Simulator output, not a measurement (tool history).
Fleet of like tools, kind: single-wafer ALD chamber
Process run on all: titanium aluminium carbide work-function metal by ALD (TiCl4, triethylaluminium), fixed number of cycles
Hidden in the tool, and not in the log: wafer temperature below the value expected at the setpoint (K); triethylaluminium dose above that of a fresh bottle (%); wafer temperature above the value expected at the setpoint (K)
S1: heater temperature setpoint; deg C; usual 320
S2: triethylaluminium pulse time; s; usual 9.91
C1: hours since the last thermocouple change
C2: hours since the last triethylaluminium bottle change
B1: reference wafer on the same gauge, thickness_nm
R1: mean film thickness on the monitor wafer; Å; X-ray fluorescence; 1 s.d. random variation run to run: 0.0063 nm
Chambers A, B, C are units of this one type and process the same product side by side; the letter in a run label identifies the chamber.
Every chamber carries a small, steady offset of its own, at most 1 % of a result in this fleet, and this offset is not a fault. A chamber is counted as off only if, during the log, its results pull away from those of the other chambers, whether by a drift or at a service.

Run 1A, day 0.092: usual settings; C1 445.7; C2 573.1; B1 1.8888. Result: R1 21.652 Å.
Run 2B, day 0.262: usual settings; C1 987.0; C2 553.2; B1 1.8912. Result: R1 21.655 Å.
Run 3C, day 0.442: usual settings; C1 1993.9; C2 651.3; B1 1.8909. Result: R1 21.871 Å.
Run 4C, day 0.558: usual settings; C1 1996.7; C2 654.1; B1 1.8902. Result: R1 21.884 Å.
Run 5A, day 0.742: usual settings but S1 332 deg C, S2 8.29 s; C1 461.3; C2 588.7; B1 1.8899. Result: R1 22.229 Å.
Run 6B, day 0.896: usual settings but S1 332 deg C, S2 8.29 s; C1 1002.2; C2 568.4; B1 1.8900. Result: R1 22.152 Å.
Run 7B, day 1.058: usual settings but S1 332 deg C, S2 8.29 s; C1 1006.1; C2 572.3; B1 1.8887. Result: R1 22.205 Å.
Run 8C, day 1.208: usual settings; C1 2012.3; C2 669.7; B1 1.8910. Result: R1 21.952 Å.
Run 9A, day 1.371: usual settings but S1 307 deg C; C1 476.4; C2 603.8; B1 1.8908. Result: R1 20.561 Å.
Run 10A, day 1.533: usual settings but S1 307 deg C; C1 480.3; C2 607.7; B1 1.8892. Result: R1 20.569 Å.
Run 11B, day 1.708: usual settings but S1 307 deg C; C1 1021.7; C2 587.9; B1 1.8912. Result: R1 20.643 Å.
Run 12C, day 1.796: usual settings; C1 2026.4; C2 683.8; B1 1.8908. Result: R1 21.823 Å.
Run 13C, day 1.933: usual settings; C1 2029.7; C2 687.1; B1 1.8912. Result: R1 21.793 Å.
Run 14B, day 2.100: usual settings; C1 1031.1; C2 597.3; B1 1.8901. Result: R1 21.799 Å.
Run 15A, day 2.196: usual settings; C1 496.2; C2 623.6; B1 1.8893. Result: R1 21.636 Å.
Run 16B, day 2.288: usual settings; C1 1035.6; C2 601.8; B1 1.8900. Result: R1 21.796 Å.
Run 17C, day 2.375: usual settings; C1 2040.3; C2 697.7; B1 1.8896. Result: R1 21.863 Å.
Run 18A, day 2.488: usual settings but S2 8.13 s; C1 503.2; C2 630.6; B1 1.8896. Result: R1 21.081 Å.
Run 19A, day 2.667: usual settings but S2 8.13 s; C1 507.5; C2 634.9; B1 1.8901. Result: R1 21.093 Å.
Run 20C, day 2.850: usual settings but S2 8.13 s; C1 2051.7; C2 709.1; B1 1.8883. Result: R1 21.295 Å.

One chamber off, gauge drift, or nothing amiss beyond the chambers' own small offsets? If it is a chamber, which one, and what is the likeliest cause?

All chambers stay in line apart from their small fixed offsets, and the gauge does not drift.
